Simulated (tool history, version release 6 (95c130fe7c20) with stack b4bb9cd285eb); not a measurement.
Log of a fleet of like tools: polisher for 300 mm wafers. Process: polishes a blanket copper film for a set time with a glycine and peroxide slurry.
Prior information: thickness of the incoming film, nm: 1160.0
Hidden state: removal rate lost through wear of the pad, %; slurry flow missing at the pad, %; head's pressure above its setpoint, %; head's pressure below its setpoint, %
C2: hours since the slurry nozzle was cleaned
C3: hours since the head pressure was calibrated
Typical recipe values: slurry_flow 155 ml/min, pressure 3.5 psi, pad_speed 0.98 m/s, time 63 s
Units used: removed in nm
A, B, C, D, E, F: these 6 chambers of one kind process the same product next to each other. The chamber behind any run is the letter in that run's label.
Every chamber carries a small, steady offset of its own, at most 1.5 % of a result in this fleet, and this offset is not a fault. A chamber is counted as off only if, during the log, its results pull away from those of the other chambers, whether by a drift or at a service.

{"hour": 0.2, "done": "chamber D: worn pad replaced by a new one"}
{"run": "1B", "hour": 5.2, "slurry_flow": 155, "pressure": 3.5, "pad_speed": 0.98, "time": 63, "wafers polished on this pad": 910, "C2": 203.3, "C3": 703.8, "removed": 413.75}
{"run": "2A", "hour": 9.7, "slurry_flow": 155, "pressure": 3.5, "pad_speed": 0.98, "time": 63, "wafers polished on this pad": 432, "C2": 176.2, "C3": 56.5, "removed": 416.3}
{"run": "3C", "hour": 17.0, "slurry_flow": 155, "pressure": 3.5, "pad_speed": 0.98, "time": 63, "wafers polished on this pad": 1025, "C2": 643.1, "C3": 783.7, "removed": 408.98}
{"run": "4F", "hour": 22.3, "slurry_flow": 155, "pressure": 3.5, "pad_speed": 0.98, "time": 63, "wafers polished on this pad": 291, "C2": 319.2, "C3": 328.2, "removed": 415.49}
{"hour": 26.8, "done": "chamber E: worn pad replaced by a new one"}
{"run": "5E", "hour": 32.5, "slurry_flow": 155, "pressure": 3.5, "pad_speed": 0.98, "time": 63, "wafers polished on this pad": 41, "C2": 235.4, "C3": 1166.8, "removed": 406.3}
{"hour": 37.9, "done": "chamber C: worn pad replaced by a new one"}
{"hour": 38.1, "done": "chamber B: worn pad replaced by a new one"}
{"run": "6D", "hour": 41.3, "slurry_flow": 155, "pressure": 3.5, "pad_speed": 0.98, "time": 63, "wafers polished on this pad": 296, "C2": 144.2, "C3": 972.8, "removed": 414.45}
{"run": "7A", "hour": 49.5, "slurry_flow": 155, "pressure": 3.5, "pad_speed": 0.98, "time": 63, "wafers polished on this pad": 719, "C2": 216.0, "C3": 96.3, "removed": 411.83}
{"hour": 51.1, "done": "chamber F: worn pad replaced by a new one"}
{"hour": 54.2, "done": "chamber A: worn pad replaced by a new one"}
{"run": "8B", "hour": 55.1, "slurry_flow": 155, "pressure": 3.5, "pad_speed": 0.98, "time": 63, "wafers polished on this pad": 122, "C2": 253.2, "C3": 753.7, "removed": 409.65}
{"run": "9E", "hour": 60.2, "slurry_flow": 155, "pressure": 4.6, "pad_speed": 0.98, "time": 63, "wafers polished on this pad": 241, "C2": 263.1, "C3": 1194.5, "removed": 519.05}
{"hour": 61.6, "done": "chamber B: head pressure recalibrated"}
{"hour": 62.1, "done": "chamber D: head pressure recalibrated"}
{"hour": 62.7, "done": "chamber D: worn pad replaced by a new one"}
{"run": "10F", "hour": 65.0, "slurry_flow": 155, "pressure": 4.6, "pad_speed": 0.98, "time": 63, "wafers polished on this pad": 100, "C2": 361.9, "C3": 370.9, "removed": 523.83}
{"run": "11D", "hour": 71.7, "slurry_flow": 155, "pressure": 4.6, "pad_speed": 0.98, "time": 63, "wafers polished on this pad": 64, "C2": 174.6, "C3": 9.7, "removed": 526.28}
{"run": "12C", "hour": 76.8, "slurry_flow": 155, "pressure": 4.6, "pad_speed": 0.98, "time": 63, "wafers polished on this pad": 280, "C2": 702.9, "C3": 843.5, "removed": 528.52}
{"hour": 77.1, "done": "chamber B: slurry nozzle cleaned"}
{"run": "13F", "hour": 84.5, "slurry_flow": 155, "pressure": 4.6, "pad_speed": 0.98, "time": 63, "wafers polished on this pad": 241, "C2": 381.4, "C3": 390.4, "removed": 529.51}
{"hour": 91.0, "done": "chamber E: head pressure recalibrated"}
{"run": "14D", "hour": 91.7, "slurry_flow": 155, "pressure": 4.6, "pad_speed": 0.98, "time": 63, "wafers polished on this pad": 209, "C2": 194.6, "C3": 29.7, "removed": 521.81}
{"hour": 94.3, "done": "chamber E: worn pad replaced by a new one"}
{"run": "15A", "hour": 99.4, "slurry_flow": 155, "pressure": 3.5, "pad_speed": 0.98, "time": 63, "wafers polished on this pad": 326, "C2": 265.9, "C3": 146.2, "removed": 410.53}
{"run": "16C", "hour": 104.4, "slurry_flow": 155, "pressure": 3.5, "pad_speed": 0.98, "time": 63, "wafers polished on this pad": 479, "C2": 730.5, "C3": 871.1, "removed": 408.87}
{"run": "17E", "hour": 113.7, "slurry_flow": 155, "pressure": 3.5, "pad_speed": 0.98, "time": 63, "wafers polished on this pad": 140, "C2": 316.6, "C3": 22.8, "removed": 441.12}
{"run": "18B", "hour": 118.1, "slurry_flow": 155, "pressure": 3.5, "pad_speed": 0.98, "time": 63, "wafers polished on this pad": 576, "C2": 41.0, "C3": 56.6, "removed": 414.84}
{"hour": 127.6, "done": "chamber F: worn pad replaced by a new one"}
{"run": "19F", "hour": 128.2, "slurry_flow": 155, "pressure": 3.5, "pad_speed": 0.98, "time": 63, "wafers polished on this pad": 4, "C2": 425.1, "C3": 434.1, "removed": 415.61}
{"run": "20C", "hour": 133.9, "slurry_flow": 155, "pressure": 3.5, "pad_speed": 0.98, "time": 63, "wafers polished on this pad": 692, "C2": 760.0, "C3": 900.6, "removed": 414.48}
{"hour": 134.8, "done": "chamber D: worn pad replaced by a new one"}
{"run": "21A", "hour": 142.2, "slurry_flow": 155, "pressure": 3.5, "pad_speed": 0.98, "time": 63, "wafers polished on this pad": 634, "C2": 308.7, "C3": 189.0, "removed": 409.17}
{"run": "22E", "hour": 147.6, "slurry_flow": 155, "pressure": 3.5, "pad_speed": 0.98, "time": 63, "wafers polished on this pad": 384, "C2": 350.5, "C3": 56.7, "removed": 445.06}
{"run": "23B", "hour": 152.3, "slurry_flow": 155, "pressure": 3.5, "pad_speed": 0.98, "time": 63, "wafers polished on this pad": 823, "C2": 75.2, "C3": 90.8, "removed": 414.72}
{"run": "24D", "hour": 157.8, "slurry_flow": 155, "pressure": 3.5, "pad_speed": 0.98, "time": 63, "wafers polished on this pad": 166, "C2": 260.7, "C3": 95.8, "removed": 415.36}
{"run": "25B", "hour": 167.0, "slurry_flow": 155, "pressure": 3.5, "pad_speed": 0.98, "time": 63, "wafers polished on this pad": 929, "C2": 89.9, "C3": 105.5, "removed": 418.62}
{"hour": 167.9, "done": "chamber E: worn pad replaced by a new one"}
{"hour": 173.7, "done": "chamber C: worn pad replaced by a new one"}
{"hour": 174.1, "done": "chamber B: worn pad replaced by a new one"}
{"hour": 175.7, "done": "chamber A: worn pad replaced by a new one"}
{"run": "26E", "hour": 175.8, "slurry_flow": 155, "pressure": 3.5, "pad_speed": 0.98, "time": 63, "wafers polished on this pad": 57, "C2": 378.7, "C3": 84.9, "removed": 449.17}
{"run": "27F", "hour": 185.7, "slurry_flow": 155, "pressure": 3.5, "pad_speed": 0.98, "time": 63, "wafers polished on this pad": 419, "C2": 482.6, "C3": 491.6, "removed": 413.36}
{"run": "28A", "hour": 195.1, "slurry_flow": 155, "pressure": 3.5, "pad_speed": 0.98, "time": 63, "wafers polished on this pad": 139, "C2": 361.6, "C3": 241.9, "removed": 412.37}
{"run": "29D", "hour": 203.4, "slurry_flow": 155, "pressure": 3.5, "pad_speed": 0.98, "time": 63, "wafers polished on this pad": 495, "C2": 306.3, "C3": 141.4, "removed": 411.66}
{"run": "30C", "hour": 208.6, "slurry_flow": 155, "pressure": 3.5, "pad_speed": 0.98, "time": 63, "wafers polished on this pad": 252, "C2": 834.7, "C3": 975.3, "removed": 414.25}
{"hour": 210.6, "done": "chamber F: worn pad replaced by a new one"}
{"hour": 211.9, "done": "chamber D: worn pad replaced by a new one"}
{"run": "31E", "hour": 213.4, "slurry_flow": 155, "pressure": 3.5, "pad_speed": 0.98, "time": 63, "wafers polished on this pad": 328, "C2": 416.3, "C3": 122.5, "removed": 450.15}
{"run": "32D", "hour": 217.9, "slurry_flow": 155, "pressure": 4.0, "pad_speed": 0.78, "time": 63, "wafers polished on this pad": 43, "C2": 320.8, "C3": 155.9, "removed": 378.98}
{"run": "33F", "hour": 225.3, "slurry_flow": 155, "pressure": 4.0, "pad_speed": 0.78, "time": 63, "wafers polished on this pad": 106, "C2": 522.2, "C3": 531.2, "removed": 386.05}
{"hour": 230.6, "done": "chamber A: head pressure recalibrated"}
{"run": "34B", "hour": 230.6, "slurry_flow": 155, "pressure": 4.0, "pad_speed": 0.78, "time": 63, "wafers polished on this pad": 407, "C2": 153.5, "C3": 169.1, "removed": 382.44}
{"hour": 238.2, "done": "chamber E: worn pad replaced by a new one"}
{"run": "35C", "hour": 239.3, "slurry_flow": 155, "pressure": 4.0, "pad_speed": 0.78, "time": 63, "wafers polished on this pad": 473, "C2": 865.4, "C3": 1006.0, "removed": 383.24}
{"run": "36A", "hour": 248.9, "slurry_flow": 155, "pressure": 4.0, "pad_speed": 0.78, "time": 63, "wafers polished on this pad": 527, "C2": 415.4, "C3": 18.4, "removed": 380.47}
{"run": "37E", "hour": 254.9, "slurry_flow": 155, "pressure": 4.0, "pad_speed": 0.78, "time": 63, "wafers polished on this pad": 120, "C2": 457.8, "C3": 164.0, "removed": 412.71}
{"run": "38A", "hour": 260.5, "slurry_flow": 155, "pressure": 3.5, "pad_speed": 0.98, "time": 63, "wafers polished on this pad": 611, "C2": 427.0, "C3": 30.0, "removed": 417.47}

All 6 chambers run these settings next. Forecast each chamber's results:
{"run": "39A", "hour": 267.8, "slurry_flow": 155, "pressure": 3.5, "pad_speed": 0.98, "time": 63, "removed": "?"}
{"run": "39B", "hour": 267.8, "slurry_flow": 155, "pressure": 3.5, "pad_speed": 0.98, "time": 63, "removed": "?"}
{"run": "39C", "hour": 267.8, "slurry_flow": 155, "pressure": 3.5, "pad_speed": 0.98, "time": 63, "removed": "?"}
{"run": "39D", "hour": 267.8, "slurry_flow": 155, "pressure": 3.5, "pad_speed": 0.98, "time": 63, "removed": "?"}
{"run": "39E", "hour": 267.8, "slurry_flow": 155, "pressure": 3.5, "pad_speed": 0.98, "time": 63, "removed": "?"}
{"run": "39F", "hour": 267.8, "slurry_flow": 155, "pressure": 3.5, "pad_speed": 0.98, "time": 63, "removed": "?"}

run=39A removed=416.84
run=39B removed=415.19
run=39C removed=420.94
run=39D removed=412.91
run=39E removed=449.73
run=39F removed=417.75
